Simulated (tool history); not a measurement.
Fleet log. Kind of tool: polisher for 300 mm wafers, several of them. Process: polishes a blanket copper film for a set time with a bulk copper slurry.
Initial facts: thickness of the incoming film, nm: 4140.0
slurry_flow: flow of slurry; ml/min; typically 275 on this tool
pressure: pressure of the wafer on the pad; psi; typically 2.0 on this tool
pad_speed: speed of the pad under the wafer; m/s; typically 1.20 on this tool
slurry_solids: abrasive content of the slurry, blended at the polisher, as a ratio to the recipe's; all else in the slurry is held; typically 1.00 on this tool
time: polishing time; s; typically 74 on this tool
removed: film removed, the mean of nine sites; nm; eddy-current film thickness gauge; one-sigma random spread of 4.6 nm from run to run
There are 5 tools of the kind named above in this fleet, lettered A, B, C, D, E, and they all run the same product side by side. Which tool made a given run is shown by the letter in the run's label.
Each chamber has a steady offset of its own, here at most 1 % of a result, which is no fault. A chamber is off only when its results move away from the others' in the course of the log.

-- hour=1.7 chamber E: worn pad replaced by a new one
run 1B hour=14.1 | slurry_flow=275 pressure=2.0 pad_speed=1.20 slurry_solids=1.00 time=74 | removed=503.75
run 2D hour=30.1 | slurry_flow=275 pressure=2.0 pad_speed=1.20 slurry_solids=1.00 time=74 | removed=492.73
run 3A hour=44.2 | slurry_flow=275 pressure=2.0 pad_speed=1.20 slurry_solids=1.00 time=74 | removed=483.41
run 4E hour=56.8 | slurry_flow=275 pressure=2.0 pad_speed=1.20 slurry_solids=1.00 time=74 | removed=489.94
run 5C hour=72.0 | slurry_flow=275 pressure=2.0 pad_speed=1.20 slurry_solids=1.00 time=74 | removed=495.63
run 6B hour=79.1 | slurry_flow=275 pressure=2.0 pad_speed=1.20 slurry_solids=1.00 time=74 | removed=491.39
-- hour=84.7 chamber B: worn pad replaced by a new one
-- hour=85.6 chamber C: slurry blender recalibrated
-- hour=88.3 chamber D: slurry blender recalibrated
-- hour=90.6 chamber E: slurry nozzle cleaned
-- hour=91.6 chamber B: slurry nozzle cleaned
run 7A hour=94.2 | slurry_flow=275 pressure=2.0 pad_speed=1.20 slurry_solids=0.90 time=74 | removed=477.87
-- hour=98.4 chamber D: head pressure recalibrated
-- hour=101.4 chamber D: worn pad replaced by a new one
-- hour=108.0 chamber E: worn pad replaced by a new one
-- hour=108.3 chamber C: worn pad replaced by a new one
run 8C hour=108.9 | slurry_flow=275 pressure=2.0 pad_speed=1.20 slurry_solids=0.90 time=74 | removed=488.57
run 9D hour=117.6 | slurry_flow=275 pressure=2.0 pad_speed=1.20 slurry_solids=0.90 time=74 | removed=480.28
run 10E hour=127.0 | slurry_flow=275 pressure=2.0 pad_speed=1.20 slurry_solids=0.90 time=74 | removed=478.76
run 11D hour=135.7 | slurry_flow=275 pressure=2.0 pad_speed=1.20 slurry_solids=0.90 time=74 | removed=482.06
-- hour=137.1 chamber A: slurry blender recalibrated
-- hour=137.3 chamber A: worn pad replaced by a new one
run 12E hour=146.7 | slurry_flow=275 pressure=2.0 pad_speed=1.20 slurry_solids=1.00 time=74 | removed=499.58
run 13B hour=158.8 | slurry_flow=275 pressure=2.0 pad_speed=1.20 slurry_solids=1.00 time=74 | removed=497.28
-- hour=168.8 chamber E: head pressure recalibrated
run 14C hour=174.6 | slurry_flow=275 pressure=1.7 pad_speed=1.00 slurry_solids=1.00 time=74 | removed=346.79
-- hour=183.8 chamber E: slurry blender recalibrated
run 15A hour=190.1 | slurry_flow=275 pressure=1.7 pad_speed=1.00 slurry_solids=1.00 time=74 | removed=346.89
-- hour=194.6 chamber C: worn pad replaced by a new one
run 16A hour=203.7 | slurry_flow=275 pressure=1.7 pad_speed=1.00 slurry_solids=1.00 time=74 | removed=352.26
-- hour=203.9 chamber E: worn pad replaced by a new one
run 17D hour=212.1 | slurry_flow=275 pressure=1.7 pad_speed=1.00 slurry_solids=1.00 time=74 | removed=348.35
-- hour=218.8 chamber B: slurry blender recalibrated
run 18B hour=223.4 | slurry_flow=275 pressure=1.7 pad_speed=1.00 slurry_solids=1.00 time=74 | removed=350.32
-- hour=224.4 chamber D: slurry blender recalibrated
-- hour=230.2 chamber C: slurry blender recalibrated
run 19E hour=230.8 | slurry_flow=275 pressure=2.0 pad_speed=1.20 slurry_solids=1.30 time=74 | removed=518.02
run 20C hour=241.9 | slurry_flow=275 pressure=2.0 pad_speed=1.20 slurry_solids=1.30 time=74 | removed=520.30
run 21C hour=253.7 | slurry_flow=275 pressure=2.0 pad_speed=1.20 slurry_solids=1.30 time=74 | removed=514.98
run 22E hour=261.2 | slurry_flow=275 pressure=2.0 pad_speed=1.20 slurry_solids=1.30 time=74 | removed=524.37
run 23B hour=270.0 | slurry_flow=275 pressure=2.0 pad_speed=1.20 slurry_solids=1.30 time=74 | removed=526.89
run 24D hour=284.8 | slurry_flow=275 pressure=2.0 pad_speed=1.20 slurry_solids=1.00 time=74 | removed=491.61
-- hour=292.4 chamber C: worn pad replaced by a new one
run 25A hour=295.0 | slurry_flow=275 pressure=2.0 pad_speed=1.20 slurry_solids=1.00 time=74 | removed=487.76
-- hour=299.9 chamber E: worn pad replaced by a new one
run 26B hour=307.9 | slurry_flow=275 pressure=2.0 pad_speed=1.20 slurry_solids=1.00 time=74 | removed=501.44
run 27C hour=316.5 | slurry_flow=275 pressure=2.0 pad_speed=1.20 slurry_solids=1.00 time=74 | removed=496.66
run 28D hour=332.8 | slurry_flow=275 pressure=2.0 pad_speed=1.20 slurry_solids=0.75 time=74 | removed=456.48
run 29E hour=344.1 | slurry_flow=275 pressure=2.0 pad_speed=1.20 slurry_solids=0.75 time=74 | removed=464.16
-- hour=344.5 chamber A: worn pad replaced by a new one
-- hour=349.6 chamber D: worn pad replaced by a new one
run 30A hour=354.7 | slurry_flow=275 pressure=2.0 pad_speed=1.20 slurry_solids=0.75 time=74 | removed=458.11
run 31A hour=363.3 | slurry_flow=275 pressure=2.0 pad_speed=1.20 slurry_solids=0.75 time=74 | removed=460.86
-- hour=366.4 chamber B: worn pad replaced by a new one
-- hour=366.5 chamber D: slurry blender recalibrated
-- hour=368.4 chamber A: slurry nozzle cleaned
-- hour=373.9 chamber C: slurry blender recalibrated
run 32D hour=376.7 | slurry_flow=275 pressure=2.0 pad_speed=1.20 slurry_solids=0.75 time=74 | removed=462.45
-- hour=377.9 chamber C: worn pad replaced by a new one
run 33B hour=387.2 | slurry_flow=275 pressure=2.0 pad_speed=1.20 slurry_solids=1.00 time=74 | removed=504.00
run 34E hour=397.5 | slurry_flow=275 pressure=2.0 pad_speed=1.20 slurry_solids=1.00 time=74 | removed=483.98
run 35C hour=407.7 | slurry_flow=275 pressure=2.0 pad_speed=1.20 slurry_solids=1.00 time=74 | removed=489.89
run 36D hour=421.1 | slurry_flow=275 pressure=2.0 pad_speed=1.34 slurry_solids=1.00 time=74 | removed=556.01
run 37A hour=433.0 | slurry_flow=275 pressure=2.0 pad_speed=1.34 slurry_solids=1.00 time=74 | removed=544.40
run 38B hour=442.5 | slurry_flow=275 pressure=2.0 pad_speed=1.34 slurry_solids=1.00 time=74 | removed=549.76

Next, all 5 chambers run the settings below, one line each with question marks for the results. What does each chamber give?
run 39A hour=454.3 | slurry_flow=275 pressure=2.0 pad_speed=1.20 slurry_solids=1.00 time=90 | removed=?
run 39B hour=454.3 | slurry_flow=275 pressure=2.0 pad_speed=1.20 slurry_solids=1.00 time=90 | removed=?
run 39C hour=454.3 | slurry_flow=275 pressure=2.0 pad_speed=1.20 slurry_solids=1.00 time=90 | removed=?
run 39D hour=454.3 | slurry_flow=275 pressure=2.0 pad_speed=1.20 slurry_solids=1.00 time=90 | removed=?
run 39E hour=454.3 | slurry_flow=275 pressure=2.0 pad_speed=1.20 slurry_solids=1.00 time=90 | removed=?

run=39A removed=604.33
run=39B removed=595.72
run=39C removed=597.87
run=39D removed=593.86
run=39E removed=597.78

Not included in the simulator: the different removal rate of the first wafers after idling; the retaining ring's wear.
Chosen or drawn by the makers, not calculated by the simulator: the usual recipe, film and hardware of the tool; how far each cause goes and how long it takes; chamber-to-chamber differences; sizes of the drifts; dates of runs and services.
